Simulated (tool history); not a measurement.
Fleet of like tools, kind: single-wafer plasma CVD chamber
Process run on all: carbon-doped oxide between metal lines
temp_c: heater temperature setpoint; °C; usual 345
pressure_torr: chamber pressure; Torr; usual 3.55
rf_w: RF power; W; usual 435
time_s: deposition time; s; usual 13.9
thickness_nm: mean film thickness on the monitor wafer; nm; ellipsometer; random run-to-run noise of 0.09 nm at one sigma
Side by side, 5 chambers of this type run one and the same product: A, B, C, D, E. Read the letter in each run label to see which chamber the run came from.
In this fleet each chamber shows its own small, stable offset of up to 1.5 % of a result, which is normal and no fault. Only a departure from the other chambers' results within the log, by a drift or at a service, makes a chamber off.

run   hour  temp_c  pressure_torr  rf_w  time_s  hours since the last thermocouple change  hours since the last RF generator calibration  hours since the last manometer calibration  read-back reference wafer on the same gauge, thickness_nm  thickness_nm
 1C    9.4     345           3.55   435    13.9                                    1502.6                                            464                                       858.5                                                      75.79        63.324
 2D   21.3     345           3.55   435    13.9                                     134.5                                          177.5                                      1382.5                                                     75.832        64.139
 3B   33.2     345           3.55   435    13.9                                     544.3                                         1421.4                                         931                                                     75.866        64.461
 4A   39.8     345           3.55   435    13.9                                    1421.1                                         1370.7                                       492.1                                                     75.855        63.098
 5E   49.2     345           3.55   435    13.9                                     962.1                                          128.7                                       963.3                                                     75.867        63.461
 6D   57.2     345           3.55   435    13.9                                     170.4                                          213.4                                      1418.4                                                     75.855        64.089
 7B   68.8     345           3.55   435    13.9                                     579.9                                           1457                                       966.6                                                     75.897        64.314
 8C   78.3     345           3.55   435    13.9                                    1571.5                                          532.9                                       927.4                                                     75.887        63.469
 9E   85.2     345           3.55   435    13.9                                     998.1                                          164.7                                       999.3                                                     75.887        63.558
10A   93.2     345           3.55   435    13.9                                    1474.5                                         1424.1                                       545.5                                                     75.905        63.052
11D   99.4     352           3.55   510    13.9                                     212.6                                          255.6                                      1460.6                                                     75.905        69.719
12C  107.7     352           3.55   510    13.9                                    1600.9                                          562.3                                       956.8                                                     75.917        69.073
13B  116.9     352           3.55   510    13.9                                       628                                         1505.1                                      1014.7                                                     75.919        70.152
14E    125     352           3.55   510    13.9                                    1037.9                                          204.5                                      1039.1                                                     75.934        69.205
15A  132.6     352           3.55   510    13.9                                    1513.9                                         1463.5                                       584.9                                                     75.951        68.743
16E  139.1     345           3.55   435    13.9                                      1052                                          218.6                                      1053.2                                                     75.951        63.737
17D  150.8     345           3.55   435    13.9                                       264                                            307                                        1512                                                     75.991        64.101
18C  161.8     345           3.55   435    13.9                                      1655                                          616.4                                      1010.9                                                     75.975        63.602
19A  167.7     345           3.55   435    13.9                                      1549                                         1498.6                                         620                                                     75.966         63.31
       171  -- chamber E: capacitance manometer re-zeroed and calibrated
20B  173.4     345           3.55   435    13.9                                     684.5                                         1561.6                                      1071.2                                                      75.99        64.418
21D  182.7     345           3.55   435    13.9                                     295.9                                          338.9                                      1543.9                                                     75.979        64.117
22A  194.2     345           3.55   435    13.9                                    1575.5                                         1525.1                                       646.5                                                      76.05        63.025
23C  200.6     335           3.55   435    11.7                                    1693.8                                          655.2                                      1049.7                                                     76.009        55.164
24E  210.6     335           3.55   435    11.7                                    1123.5                                          290.1                                        39.6                                                     76.026        55.544
     217.3  -- chamber B: RF generator calibrated
25B  219.1     335           3.55   435    11.7                                     730.2                                            1.9                                      1116.9                                                     76.026        56.223
26E  227.4     335           3.55   435    11.7                                    1140.3                                          306.9                                        56.4                                                     76.025        55.442
27B  237.6     335           3.55   435    11.7                                     748.7                                           20.4                                      1135.4                                                     76.081        56.177
28D    246     345           3.55   435    13.9                                     359.2                                          402.2                                      1607.2                                                     76.037         64.25
29C  254.6     345           3.55   435    13.9                                    1747.8                                          709.2                                      1103.7                                                     76.091        63.669
30A    266     345           3.55   435    13.9                                    1647.3                                         1596.9                                       718.3                                                      76.11        63.125
31D  273.9     345           3.55   435    13.9                                     387.1                                          430.1                                      1635.1                                                     76.119         64.58
32B  282.2     357           4.05   435    13.9                                     793.3                                             65                                        1180                                                     76.086        63.316
33C  291.2     357           4.05   435    13.9                                    1784.4                                          745.8                                      1140.3                                                     76.118         62.37
34A  303.2     357           4.05   435    13.9                                    1684.5                                         1634.1                                       755.5                                                     76.104        61.965
35E  310.4     357           4.05   435    13.9                                    1223.3                                          389.9                                       139.4                                                     76.141        62.784
36A  315.9     357           4.05   435    13.9                                    1697.2                                         1646.8                                       768.2                                                     76.142        62.018
37B  326.6     345           3.55   435    13.9                                     837.7                                          109.4                                      1224.4                                                     76.169        64.424
38E  332.9     345           3.55   435    13.9                                    1245.8                                          412.4                                       161.9                                                      76.17        63.953
39D  341.5     345           3.55   435    13.9                                     454.7                                          497.7                                      1702.7                                                     76.187        64.399
40C  353.5     345           3.55   435    13.9                                    1846.7                                          808.1                                      1202.6                                                     76.186        63.638
41C  362.1     345           3.55   435    13.9                                    1855.3                                          816.7                                      1211.2                                                     76.184        63.441
42B  368.8     345           3.55   435    13.9                                     879.9                                          151.6                                      1266.6                                                     76.205        64.482
43E  378.5     345           3.55   435    13.9                                    1291.4                                            458                                       207.5                                                     76.237        63.776
44D    387     332           3.55   390    13.9                                     500.2                                          543.2                                      1748.2                                                     76.248        61.865

Is one chamber out of step, is the gauge drifting, or do the chambers differ by no more than their own small offsets? For an off chamber, give its letter and the likeliest cause.

The gauge drifts, so all chambers seem to drift together. No chamber is off.
What lies behind it: gauge reads high (%) = 0.577.

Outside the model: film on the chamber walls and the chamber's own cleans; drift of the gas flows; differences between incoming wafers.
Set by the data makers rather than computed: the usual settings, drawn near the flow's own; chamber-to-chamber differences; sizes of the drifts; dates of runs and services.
